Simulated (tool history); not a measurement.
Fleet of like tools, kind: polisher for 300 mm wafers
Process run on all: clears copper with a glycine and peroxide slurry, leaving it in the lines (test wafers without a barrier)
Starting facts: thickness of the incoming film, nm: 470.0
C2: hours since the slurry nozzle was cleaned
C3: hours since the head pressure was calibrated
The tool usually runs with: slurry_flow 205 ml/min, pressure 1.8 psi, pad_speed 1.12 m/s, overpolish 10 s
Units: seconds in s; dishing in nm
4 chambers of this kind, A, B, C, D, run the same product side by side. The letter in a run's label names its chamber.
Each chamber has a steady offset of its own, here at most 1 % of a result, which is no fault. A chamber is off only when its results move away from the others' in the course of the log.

run 1C day=0.675 | slurry_flow=205 pressure=1.8 pad_speed=1.12 overpolish=10 | wafers_polished_on_this_pad=472 C2=462.9 C3=1067.0 | seconds=120.810 dishing=29.260
run 2D day=1.100 | slurry_flow=205 pressure=1.8 pad_speed=1.12 overpolish=10 | wafers_polished_on_this_pad=892 C2=89.0 C3=737.4 | seconds=121.570 dishing=28.481
run 3A day=1.588 | slurry_flow=205 pressure=1.8 pad_speed=1.12 overpolish=10 | wafers_polished_on_this_pad=1038 C2=290.2 C3=1198.8 | seconds=121.790 dishing=28.522
-- day=1.804 chamber C: worn pad replaced by a new one
-- day=1.804 chamber A: worn pad replaced by a new one
run 4B day=2.038 | slurry_flow=205 pressure=1.8 pad_speed=1.12 overpolish=10 | wafers_polished_on_this_pad=746 C2=304.9 C3=803.3 | seconds=118.530 dishing=28.389
-- day=2.433 chamber D: worn pad replaced by a new one
run 5C day=2.529 | slurry_flow=205 pressure=1.8 pad_speed=1.12 overpolish=10 | wafers_polished_on_this_pad=170 C2=507.4 C3=1111.5 | seconds=120.660 dishing=28.207
run 6D day=2.962 | slurry_flow=205 pressure=1.8 pad_speed=1.12 overpolish=10 | wafers_polished_on_this_pad=124 C2=133.7 C3=782.1 | seconds=120.120 dishing=28.785
run 7B day=3.462 | slurry_flow=180 pressure=1.8 pad_speed=1.12 overpolish=10 | wafers_polished_on_this_pad=1080 C2=339.1 C3=837.5 | seconds=121.550 dishing=28.446
-- day=3.892 chamber B: worn pad replaced by a new one
run 8A day=3.942 | slurry_flow=180 pressure=1.8 pad_speed=1.12 overpolish=10 | wafers_polished_on_this_pad=501 C2=346.7 C3=1255.3 | seconds=120.630 dishing=27.390
run 9A day=4.300 | slurry_flow=180 pressure=1.8 pad_speed=1.12 overpolish=10 | wafers_polished_on_this_pad=585 C2=355.3 C3=1263.9 | seconds=121.390 dishing=28.144
-- day=4.517 chamber C: worn pad replaced by a new one
run 10B day=4.638 | slurry_flow=180 pressure=1.8 pad_speed=1.12 overpolish=10 | wafers_polished_on_this_pad=175 C2=367.3 C3=865.7 | seconds=120.670 dishing=26.993
run 11D day=5.258 | slurry_flow=205 pressure=1.8 pad_speed=1.12 overpolish=10 | wafers_polished_on_this_pad=662 C2=188.8 C3=837.2 | seconds=120.010 dishing=27.767
-- day=5.342 chamber A: worn pad replaced by a new one
-- day=5.462 chamber D: head pressure recalibrated
run 12C day=5.742 | slurry_flow=205 pressure=1.4 pad_speed=1.12 overpolish=10 | wafers_polished_on_this_pad=287 C2=584.5 C3=1188.6 | seconds=147.150 dishing=24.022
run 13A day=6.108 | slurry_flow=205 pressure=1.4 pad_speed=1.12 overpolish=10 | wafers_polished_on_this_pad=180 C2=398.7 C3=1307.3 | seconds=146.290 dishing=24.109
-- day=6.292 chamber A: head pressure recalibrated
run 14D day=6.450 | slurry_flow=205 pressure=1.4 pad_speed=1.12 overpolish=10 | wafers_polished_on_this_pad=942 C2=217.4 C3=23.7 | seconds=144.450 dishing=23.649
run 15B day=6.742 | slurry_flow=205 pressure=1.4 pad_speed=1.12 overpolish=10 | wafers_polished_on_this_pad=668 C2=417.8 C3=916.2 | seconds=146.020 dishing=24.382
-- day=6.983 chamber D: worn pad replaced by a new one
-- day=7.408 chamber C: worn pad replaced by a new one
run 16C day=7.421 | slurry_flow=250 pressure=1.8 pad_speed=1.12 overpolish=10 | wafers_polished_on_this_pad=3 C2=624.8 C3=1228.9 | seconds=116.220 dishing=29.661
-- day=7.529 chamber D: slurry nozzle cleaned
-- day=7.612 chamber C: head pressure recalibrated
run 17C day=7.800 | slurry_flow=250 pressure=1.8 pad_speed=1.12 overpolish=10 | wafers_polished_on_this_pad=92 C2=633.9 C3=4.5 | seconds=116.840 dishing=29.596
run 18D day=8.375 | slurry_flow=250 pressure=1.8 pad_speed=1.12 overpolish=10 | wafers_polished_on_this_pad=326 C2=20.4 C3=69.9 | seconds=118.070 dishing=30.120
-- day=8.450 chamber B: worn pad replaced by a new one
run 19A day=8.938 | slurry_flow=250 pressure=1.8 pad_speed=1.12 overpolish=10 | wafers_polished_on_this_pad=843 C2=466.6 C3=63.6 | seconds=116.690 dishing=28.958
-- day=9.354 chamber A: slurry nozzle cleaned
run 20B day=9.450 | slurry_flow=205 pressure=1.8 pad_speed=1.12 overpolish=10 | wafers_polished_on_this_pad=235 C2=482.8 C3=981.2 | seconds=121.730 dishing=28.412
-- day=9.488 chamber A: worn pad replaced by a new one
-- day=9.779 chamber B: slurry nozzle cleaned
run 21C day=9.992 | slurry_flow=205 pressure=1.8 pad_speed=1.12 overpolish=10 | wafers_polished_on_this_pad=606 C2=686.5 C3=57.1 | seconds=119.050 dishing=28.791
run 22B day=10.429 | slurry_flow=205 pressure=1.8 pad_speed=1.12 overpolish=10 | wafers_polished_on_this_pad=464 C2=15.7 C3=1004.7 | seconds=119.730 dishing=28.494
-- day=10.488 chamber C: worn pad replaced by a new one
run 23A day=10.967 | slurry_flow=205 pressure=1.8 pad_speed=1.12 overpolish=10 | wafers_polished_on_this_pad=347 C2=38.7 C3=112.3 | seconds=119.770 dishing=29.427
run 24D day=11.475 | slurry_flow=205 pressure=1.8 pad_speed=1.12 overpolish=10 | wafers_polished_on_this_pad=1053 C2=94.8 C3=144.3 | seconds=121.500 dishing=28.153
run 25B day=11.796 | slurry_flow=205 pressure=1.8 pad_speed=1.48 overpolish=6 | wafers_polished_on_this_pad=784 C2=48.5 C3=1037.5 | seconds=97.041 dishing=21.345
-- day=11.904 chamber D: worn pad replaced by a new one
-- day=12.183 chamber C: slurry nozzle cleaned
run 26D day=12.308 | slurry_flow=205 pressure=1.8 pad_speed=1.48 overpolish=6 | wafers_polished_on_this_pad=95 C2=114.8 C3=164.3 | seconds=97.131 dishing=21.640
run 27C day=12.875 | slurry_flow=205 pressure=1.8 pad_speed=1.48 overpolish=6 | wafers_polished_on_this_pad=560 C2=16.6 C3=126.3 | seconds=95.775 dishing=22.533
-- day=13.112 chamber B: worn pad replaced by a new one
run 28A day=13.192 | slurry_flow=205 pressure=1.8 pad_speed=1.48 overpolish=6 | wafers_polished_on_this_pad=868 C2=92.1 C3=165.7 | seconds=94.102 dishing=22.418
run 29B day=13.679 | slurry_flow=205 pressure=1.8 pad_speed=1.12 overpolish=10 | wafers_polished_on_this_pad=133 C2=93.7 C3=1082.7 | seconds=121.280 dishing=28.800
-- day=13.871 chamber A: worn pad replaced by a new one
run 30C day=13.988 | slurry_flow=205 pressure=1.8 pad_speed=1.12 overpolish=10 | wafers_polished_on_this_pad=821 C2=43.3 C3=153.0 | seconds=121.120 dishing=29.902
run 31D day=14.462 | slurry_flow=205 pressure=1.8 pad_speed=0.80 overpolish=5 | wafers_polished_on_this_pad=600 C2=166.5 C3=216.0 | seconds=153.800 dishing=11.912
run 32A day=14.921 | slurry_flow=205 pressure=1.8 pad_speed=0.80 overpolish=5 | wafers_polished_on_this_pad=246 C2=133.6 C3=207.2 | seconds=152.220 dishing=11.604

Each of the 4 chambers runs these same settings next. Fill in every chamber's results:
run 33A day=15.404 | slurry_flow=205 pressure=1.8 pad_speed=1.12 overpolish=10 | seconds=? dishing=?
run 33B day=15.404 | slurry_flow=205 pressure=1.8 pad_speed=1.12 overpolish=10 | seconds=? dishing=?
run 33C day=15.404 | slurry_flow=205 pressure=1.8 pad_speed=1.12 overpolish=10 | seconds=? dishing=?
run 33D day=15.404 | slurry_flow=205 pressure=1.8 pad_speed=1.12 overpolish=10 | seconds=? dishing=?

run=33A seconds=120.110 dishing=28.705
run=33B seconds=117.530 dishing=28.080
run=33C seconds=122.300 dishing=29.398
run=33D seconds=119.060 dishing=29.075
